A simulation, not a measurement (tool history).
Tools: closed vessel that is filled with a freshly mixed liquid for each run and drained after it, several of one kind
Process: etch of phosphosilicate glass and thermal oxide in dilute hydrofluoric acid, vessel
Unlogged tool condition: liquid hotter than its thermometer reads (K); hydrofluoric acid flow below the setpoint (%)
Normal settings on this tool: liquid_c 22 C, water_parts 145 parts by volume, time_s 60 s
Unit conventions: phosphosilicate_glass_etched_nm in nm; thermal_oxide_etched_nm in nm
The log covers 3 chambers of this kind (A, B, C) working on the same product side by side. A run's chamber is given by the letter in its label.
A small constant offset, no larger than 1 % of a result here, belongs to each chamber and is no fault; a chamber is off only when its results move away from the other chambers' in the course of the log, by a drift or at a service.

run    day  liquid_c  water_parts  time_s  hours since the thermometer was replaced  hours since the hydrofluoric acid flow meter was replaced  read-back film thickness of the phosphosilicate glass reference wafer, read on the same gauge (nm)  read-back film thickness of the thermal oxide reference wafer, read on the same gauge (nm)  phosphosilicate_glass_etched_nm  thermal_oxide_etched_nm
 1C  0.225        22          145      60                                    2398.4                                                      671.7                                                                                              119.97                                                                                      80.032                           57.502                   1.6881
 2B  0.467        22          145      60                                    2066.7                                                      277.4                                                                                              120.03                                                                                      79.995                           58.219                   1.7142
 3A  0.779        22          145      60                                    1375.6                                                      421.4                                                                                              120.03                                                                                      79.977                           57.514                   1.7069
 4A  0.983        22          145      60                                    1380.5                                                      426.3                                                                                              120.03                                                                                      79.977                            57.34                    1.692
 5C    1.2        22          145      60                                    2421.8                                                      695.1                                                                                              119.99                                                                                      80.017                           58.062                   1.6401
 6B  1.371        22          145      60                                    2088.4                                                      299.1                                                                                              120.04                                                                                      80.018                           57.835                   1.6768
 7A  1.583        22          145      60                                    1394.9                                                      440.7                                                                                              119.99                                                                                      79.978                           57.283                   1.7011
 8B  1.825        22          145      60                                    2099.3                                                        310                                                                                              119.99                                                                                      80.031                           57.558                   1.7239
 9C  2.112        22          145      60                                    2443.7                                                        717                                                                                                 120                                                                                      80.004                           57.566                   1.7012
10C  2.329        22          145      60                                    2448.9                                                      722.2                                                                                              120.04                                                                                      79.978                           57.624                   1.7226
11A  2.638        22          145      60                                    1420.2                                                        466                                                                                                 120                                                                                      79.985                           57.544                   1.7163
12B  2.958        22          145      60                                    2126.5                                                      337.2                                                                                              120.01                                                                                      80.033                           57.668                   1.7056
13C  3.296        22          145      60                                    2472.1                                                      745.4                                                                                              119.98                                                                                       79.99                           57.913                   1.6804
14B  3.538        22          145      60                                    2140.4                                                      351.1                                                                                              120.05                                                                                      80.022                            57.86                   1.7016
15A  3.858        22          145      60                                    1449.5                                                      495.3                                                                                              120.01                                                                                      79.964                           57.355                   1.7353
     3.979  -- chamber B: thermometer replaced
16B  4.108      24.5          210      60                                       3.1                                                      364.8                                                                                              120.02                                                                                       80.02                           41.273                   1.2634
17C  4.442      24.5          210      60                                    2499.6                                                      772.9                                                                                              120.02                                                                                      79.993                           40.692                   1.1977
18A  4.783      24.5          210      60                                    1471.7                                                      517.5                                                                                              119.98                                                                                      79.974                           40.829                   1.2081
19A  5.042        22          145      60                                    1477.9                                                      523.7                                                                                              119.98                                                                                      80.017                           57.293                   1.6734
20B    5.3        22          145      60                                      31.7                                                      393.4                                                                                              120.03                                                                                      79.967                           57.912                   1.7044

Read the log: is a single chamber off, either drifting away or since a service, is the gauge that measures every chamber drifting, or is nothing wrong beyond small per-chamber offsets? Name any odd chamber and what most likely caused it.

Beyond each chamber's small constant offset nothing stands out, and the gauge stays steady.
